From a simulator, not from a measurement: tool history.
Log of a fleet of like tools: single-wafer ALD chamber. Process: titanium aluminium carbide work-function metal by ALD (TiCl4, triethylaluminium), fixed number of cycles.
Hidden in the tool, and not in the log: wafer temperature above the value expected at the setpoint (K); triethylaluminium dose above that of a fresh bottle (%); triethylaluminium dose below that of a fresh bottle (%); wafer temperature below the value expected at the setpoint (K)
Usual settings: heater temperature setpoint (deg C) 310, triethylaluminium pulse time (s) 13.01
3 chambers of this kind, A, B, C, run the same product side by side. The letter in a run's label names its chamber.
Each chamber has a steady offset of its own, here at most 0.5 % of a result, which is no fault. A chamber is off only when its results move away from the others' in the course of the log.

run,hour,heater temperature setpoint (deg C),triethylaluminium pulse time (s),hours since the last thermocouple change,hours since the last triethylaluminium bottle change,"read-back reference wafer on the same gauge, thickness_nm",mean film thickness on the monitor wafer (Å)
1C,9.8,310,13.01,1692.3,243.1,1.91,21.237
2B,18.8,310,13.01,1034.4,545,1.9111,21.256
3A,27.5,310,13.01,2200.8,312.3,1.9115,21.278
4A,35.6,310,13.01,2208.9,320.4,1.911,21.294
5B,41.4,310,13.01,1057,567.6,1.9111,21.284
6C,47.7,310,13.01,1730.2,281,1.9118,21.285
7C,55.1,310,13.01,1737.6,288.4,1.912,21.272
8A,65,310,13.01,2238.3,349.8,1.9125,21.291
9B,73.4,300,10.56,1089,599.6,1.9124,20.054
10C,78.6,300,10.56,1761.1,311.9,1.9129,20.06
11A,87.6,300,10.56,2260.9,372.4,1.9132,20.085
12B,94.6,310,13.01,1110.2,620.8,1.9137,21.285
13C,101.7,310,13.01,1784.2,335,1.9132,21.268
14A,109.1,310,13.01,2282.4,393.9,1.9138,21.277
15B,114.6,318,9.37,1130.2,640.8,1.914,21.33
16C,122.6,318,9.37,1805.1,355.9,1.9144,21.313
17B,131.4,318,9.37,1147,657.6,1.9148,21.318
18A,136.7,310,13.01,2310,421.5,1.9147,21.372
19B,145.1,310,13.01,1160.7,671.3,1.9154,21.274
20A,153.5,310,13.01,2326.8,438.3,1.9157,21.315
21C,160.3,310,13.01,1842.8,393.6,1.9157,21.306
22A,168.3,310,10.43,2341.6,453.1,1.9155,20.976
23B,175.8,310,10.43,1191.4,702,1.916,20.909
24C,184.7,310,10.43,1867.2,418,1.9165,20.909
25B,191.8,310,13.01,1207.4,718,1.9166,21.326
26C,200.2,310,13.01,1882.7,433.5,1.9171,21.294
27A,205.7,310,13.01,2379,490.5,1.9171,21.318
28C,213.6,310,13.01,1896.1,446.9,1.9175,21.319
29B,218,319,9.19,1233.6,744.2,1.9172,21.373
30A,223.2,319,9.19,2396.5,508,1.9174,21.521
31B,231.9,319,9.19,1247.5,758.1,1.9179,21.38
32C,238.9,303,17.74,1921.4,472.2,1.9188,20.897
33A,245.6,303,17.74,2418.9,530.4,1.9182,20.974
34C,251.9,303,17.74,1934.4,485.2,1.9188,20.905
35B,259.4,310,13.01,1275,785.6,1.9185,21.329
36A,267.3,310,13.01,2440.6,552.1,1.9188,21.416

All 3 chambers run these settings next. Forecast each chamber's results:
37A,274.4,310,14.75,,,,?
37B,274.4,310,14.75,,,,?
37C,274.4,310,14.75,,,,?

run,mean film thickness on the monitor wafer (Å)
37A,21.502
37B,21.431
37C,21.428

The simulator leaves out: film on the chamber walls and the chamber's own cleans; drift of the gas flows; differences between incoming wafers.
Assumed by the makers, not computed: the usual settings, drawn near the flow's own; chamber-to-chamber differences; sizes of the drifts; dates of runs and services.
